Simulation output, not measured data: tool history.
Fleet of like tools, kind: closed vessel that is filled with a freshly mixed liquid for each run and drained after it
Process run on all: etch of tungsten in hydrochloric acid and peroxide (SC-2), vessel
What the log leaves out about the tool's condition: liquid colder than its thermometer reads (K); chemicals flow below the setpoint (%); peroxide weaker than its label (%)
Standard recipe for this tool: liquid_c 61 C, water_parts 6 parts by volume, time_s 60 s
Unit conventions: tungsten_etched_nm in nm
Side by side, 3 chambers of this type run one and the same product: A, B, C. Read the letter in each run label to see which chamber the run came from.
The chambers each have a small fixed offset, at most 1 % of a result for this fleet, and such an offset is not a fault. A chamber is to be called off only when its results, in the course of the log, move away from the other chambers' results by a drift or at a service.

| run | hour | liquid_c | water_parts | time_s | hours since the thermometer was replaced | hours since the chemicals flow meter was replaced | hours since the drum of peroxide was connected | read-back film thickness of the tungsten reference wafer, read on the same gauge (nm) | tungsten_etched_nm |
|---|---|---|---|---|---|---|---|---|---|
| 1B | 4.6 | 61 | 6 | 60 | 216.4 | 603.2 | 461.7 | 49.986 | 29.821 |
| 2A | 9.1 | 61 | 6 | 60 | 831.1 | 1381.8 | 239.5 | 50.019 | 30.027 |
| 3C | 16.3 | 61 | 6 | 60 | 897.3 | 125.3 | 405 | 50.017 | 29.623 |
| 4A | 22.4 | 61 | 6 | 60 | 844.4 | 1395.1 | 252.8 | 50.016 | 30.08 |
| 5C | 29.6 | 64 | 6 | 60 | 910.6 | 138.6 | 418.3 | 49.979 | 35.719 |
| 6B | 35.6 | 64 | 6 | 60 | 247.4 | 634.2 | 492.7 | 50.007 | 35.705 |
| 7A | 39.8 | 64 | 6 | 60 | 861.8 | 1412.5 | 270.2 | 49.967 | 36.259 |
| 8B | 48 | 61 | 6 | 60 | 259.8 | 646.6 | 505.1 | 49.99 | 29.857 |
| 9C | 53.3 | 61 | 6 | 60 | 934.3 | 162.3 | 442 | 50.011 | 29.762 |
| 10B | 57.9 | 61 | 6 | 60 | 269.7 | 656.5 | 515 | 49.963 | 29.732 |
| 11A | 66.2 | 61 | 6 | 60 | 888.2 | 1438.9 | 296.6 | 50.053 | 29.223 |
| 12C | 72.3 | 61 | 6 | 60 | 953.3 | 181.3 | 461 | 50.055 | 29.825 |
| 13B | 77.8 | 61 | 6 | 60 | 289.6 | 676.4 | 534.9 | 50.017 | 29.127 |
| 14A | 84.1 | 61 | 6 | 60 | 906.1 | 1456.8 | 314.5 | 49.962 | 29.28 |
| 15C | 90.9 | 61 | 6 | 60 | 971.9 | 199.9 | 479.6 | 50.001 | 29.865 |
| 16C | 96.9 | 61 | 6 | 60 | 977.9 | 205.9 | 485.6 | 50.027 | 29.814 |
| 17B | 103.4 | 61 | 6 | 60 | 315.2 | 702 | 560.5 | 50.01 | 29.621 |
| 18A | 110.9 | 61 | 6 | 60 | 932.9 | 1483.6 | 341.3 | 49.971 | 28.801 |
| 19B | 115.2 | 61 | 6 | 60 | 327 | 713.8 | 572.3 | 50.007 | 29.602 |
| 20A | 124 | 61 | 6 | 60 | 946 | 1496.7 | 354.4 | 50.017 | 28.753 |
| 21C | 131 | 61 | 6 | 60 | 1012 | 240 | 519.7 | 49.99 | 30.016 |
| 22C | 137.9 | 61 | 6 | 60 | 1018.9 | 246.9 | 526.6 | 49.982 | 30.016 |
| 23A | 145 | 61 | 6 | 60 | 967 | 1517.7 | 375.4 | 49.984 | 28.939 |
| 24B | 153.8 | 61 | 6 | 60 | 365.6 | 752.4 | 610.9 | 49.984 | 29.715 |
| 25B | 158 | 57.5 | 8.5 | 60 | 369.8 | 756.6 | 615.1 | 49.969 | 17.822 |
| 26A | 161.9 | 57.5 | 8.5 | 60 | 983.9 | 1534.6 | 392.3 | 49.999 | 17.743 |
| 27C | 169.1 | 57.5 | 8.5 | 60 | 1050.1 | 278.1 | 557.8 | 50.015 | 17.735 |
| 28C | 177 | 61 | 6 | 60 | 1058 | 286 | 565.7 | 49.995 | 29.918 |
| 29B | 183.8 | 61 | 6 | 60 | 395.6 | 782.4 | 640.9 | 50.018 | 29.617 |
| 30A | 190.2 | 61 | 6 | 60 | 1012.2 | 1562.9 | 420.6 | 49.987 | 28.334 |
| 31B | 195.2 | 61 | 6 | 60 | 407 | 793.8 | 652.3 | 49.968 | 29.59 |
|  | 198.6 | chamber A: chemicals flow meter replaced |
| 32C | 203 | 52 | 6 | 60 | 1084 | 312 | 591.7 | 50.008 | 16.451 |
| 33A | 210.4 | 52 | 6 | 60 | 1032.4 | 11.8 | 440.8 | 49.971 | 16.054 |
| 34A | 219.2 | 52 | 6 | 60 | 1041.2 | 20.6 | 449.6 | 50.012 | 15.972 |
| 35C | 225.9 | 51 | 6 | 90 | 1106.9 | 334.9 | 614.6 | 50.042 | 23.13 |
| 36B | 233.9 | 51 | 6 | 90 | 445.7 | 832.5 | 691 | 49.999 | 23.258 |
| 37C | 241.9 | 51 | 6 | 90 | 1122.9 | 350.9 | 630.6 | 49.96 | 23.195 |
| 38B | 245.8 | 61 | 6 | 90 | 457.6 | 844.4 | 702.9 | 49.978 | 44.698 |
| 39A | 252 | 61 | 6 | 90 | 1074 | 53.4 | 482.4 | 49.992 | 41.508 |
| 40A | 257.4 | 61 | 6 | 90 | 1079.4 | 58.8 | 487.8 | 49.974 | 41.3 |
| 41B | 262.8 | 61 | 6 | 60 | 474.6 | 861.4 | 719.9 | 49.998 | 29.335 |
| 42C | 270.8 | 61 | 6 | 60 | 1151.8 | 379.8 | 659.5 | 49.995 | 29.694 |

Does one chamber stand apart from the rest, does the shared gauge drift, or is all well apart from small per-chamber offsets? Give the chamber and the most likely cause, where there is one.

One chamber, A, drifts off from the rest bit by bit.
What lies behind it: peroxide weaker than its label (%) = 8.21.
The log may not separate it from: liquid colder than its thermometer reads (K).

Chamber A could run next with any of the 4 candidate recipes listed below; each alters the usual settings, and their results appear as question marks. Which one brings its results back in line with what the other chambers deliver on the usual settings?
To be in line, a result may differ from the other chambers' mean on the usual settings by at most: tungsten_etched_nm 0.82 nm
| 43A-1 | 277.2 | 61 | 5.5 | 60 |  |  |  |  | ? |
| 43A-2 | 277.2 | 60 | 6 | 60 |  |  |  |  | ? |
| 43A-3 | 277.2 | 59 | 6 | 60 |  |  |  |  | ? |
| 43A-4 | 277.2 | 63 | 6 | 60 |  |  |  |  | ? |

Other chambers, usual settings, mean: tungsten_etched_nm 29.671 nm
| run | tungsten_etched_nm |
|---|---|
| 43A-1 | 29.657 |
| 43A-2 | 26.113 |
| 43A-3 | 24.521 |
| 43A-4 | 31.45 |
The answer is 43A-1, which returns the chamber to within the allowed miss of the others.

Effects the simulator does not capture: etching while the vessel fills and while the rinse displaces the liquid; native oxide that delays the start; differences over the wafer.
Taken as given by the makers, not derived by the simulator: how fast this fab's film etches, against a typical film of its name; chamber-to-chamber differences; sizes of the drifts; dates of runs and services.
